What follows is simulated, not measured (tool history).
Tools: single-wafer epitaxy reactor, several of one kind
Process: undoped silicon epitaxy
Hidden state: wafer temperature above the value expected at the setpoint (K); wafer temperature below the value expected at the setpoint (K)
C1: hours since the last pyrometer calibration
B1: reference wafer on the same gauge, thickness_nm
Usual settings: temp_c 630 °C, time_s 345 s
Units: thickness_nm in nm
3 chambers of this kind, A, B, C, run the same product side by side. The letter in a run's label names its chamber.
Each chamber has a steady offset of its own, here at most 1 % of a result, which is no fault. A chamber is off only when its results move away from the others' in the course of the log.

{"run": "1A", "hour": 3.6, "temp_c": 630, "time_s": 345, "C1": 510.4, "B1": 43.88, "thickness_nm": 37.13}
{"run": "2C", "hour": 9.1, "temp_c": 630, "time_s": 345, "C1": 1594.6, "B1": 43.971, "thickness_nm": 37.044}
{"run": "3B", "hour": 14.2, "temp_c": 630, "time_s": 345, "C1": 246.6, "B1": 43.901, "thickness_nm": 37.508}
{"run": "4B", "hour": 17.8, "temp_c": 630, "time_s": 345, "C1": 250.2, "B1": 43.918, "thickness_nm": 37.339}
{"run": "5A", "hour": 23.0, "temp_c": 630, "time_s": 345, "C1": 529.8, "B1": 43.862, "thickness_nm": 37.658}
{"run": "6C", "hour": 27.6, "temp_c": 630, "time_s": 345, "C1": 1613.1, "B1": 43.911, "thickness_nm": 36.702}
{"run": "7C", "hour": 30.5, "temp_c": 630, "time_s": 345, "C1": 1616, "B1": 43.917, "thickness_nm": 36.79}
{"run": "8B", "hour": 35.1, "temp_c": 630, "time_s": 345, "C1": 267.5, "B1": 43.879, "thickness_nm": 37.443}
{"run": "9A", "hour": 38.1, "temp_c": 630, "time_s": 345, "C1": 544.9, "B1": 43.879, "thickness_nm": 37.705}
{"run": "10B", "hour": 42.1, "temp_c": 630, "time_s": 345, "C1": 274.5, "B1": 43.914, "thickness_nm": 37.446}
{"run": "11A", "hour": 47.0, "temp_c": 630, "time_s": 345, "C1": 553.8, "B1": 43.919, "thickness_nm": 37.182}
{"run": "12C", "hour": 50.9, "temp_c": 630, "time_s": 345, "C1": 1636.4, "B1": 43.877, "thickness_nm": 36.875}
{"run": "13C", "hour": 54.0, "temp_c": 630, "time_s": 345, "C1": 1639.5, "B1": 43.913, "thickness_nm": 36.345}
{"run": "14A", "hour": 59.5, "temp_c": 630, "time_s": 379, "C1": 566.3, "B1": 43.903, "thickness_nm": 40.947}
{"run": "15B", "hour": 64.4, "temp_c": 630, "time_s": 379, "C1": 296.8, "B1": 43.892, "thickness_nm": 41.019}
{"run": "16A", "hour": 68.6, "temp_c": 630, "time_s": 379, "C1": 575.4, "B1": 43.927, "thickness_nm": 41.303}
{"run": "17B", "hour": 71.6, "temp_c": 630, "time_s": 345, "C1": 304, "B1": 43.862, "thickness_nm": 37.313}
{"run": "18C", "hour": 77.1, "temp_c": 630, "time_s": 345, "C1": 1662.6, "B1": 43.852, "thickness_nm": 36.425}
{"run": "19B", "hour": 79.9, "temp_c": 630, "time_s": 345, "C1": 312.3, "B1": 43.916, "thickness_nm": 37.498}
{"run": "20A", "hour": 82.6, "temp_c": 630, "time_s": 345, "C1": 589.4, "B1": 43.915, "thickness_nm": 37.087}
{"run": "21C", "hour": 85.6, "temp_c": 630, "time_s": 345, "C1": 1671.1, "B1": 43.91, "thickness_nm": 36.943}
{"run": "22A", "hour": 88.6, "temp_c": 630, "time_s": 345, "C1": 595.4, "B1": 43.879, "thickness_nm": 37.627}
{"run": "23C", "hour": 93.4, "temp_c": 630, "time_s": 345, "C1": 1678.9, "B1": 43.927, "thickness_nm": 37.136}
{"run": "24B", "hour": 97.0, "temp_c": 630, "time_s": 345, "C1": 329.4, "B1": 43.877, "thickness_nm": 37.192}
{"run": "25C", "hour": 102.3, "temp_c": 630, "time_s": 345, "C1": 1687.8, "B1": 43.896, "thickness_nm": 36.545}
{"run": "26A", "hour": 107.2, "temp_c": 630, "time_s": 345, "C1": 614, "B1": 43.854, "thickness_nm": 37.35}
{"run": "27B", "hour": 112.5, "temp_c": 630, "time_s": 345, "C1": 344.9, "B1": 43.869, "thickness_nm": 37.33}
{"run": "28C", "hour": 115.0, "temp_c": 630, "time_s": 345, "C1": 1700.5, "B1": 43.867, "thickness_nm": 36.78}
{"run": "29B", "hour": 119.0, "temp_c": 617, "time_s": 377, "C1": 351.4, "B1": 43.916, "thickness_nm": 30.121}

Is one chamber off against the others, does the gauge drift, or is nothing wrong? If a chamber is off, say which, and what the likeliest cause is.

No chamber stands off beyond its own small offset, and the gauge holds steady.

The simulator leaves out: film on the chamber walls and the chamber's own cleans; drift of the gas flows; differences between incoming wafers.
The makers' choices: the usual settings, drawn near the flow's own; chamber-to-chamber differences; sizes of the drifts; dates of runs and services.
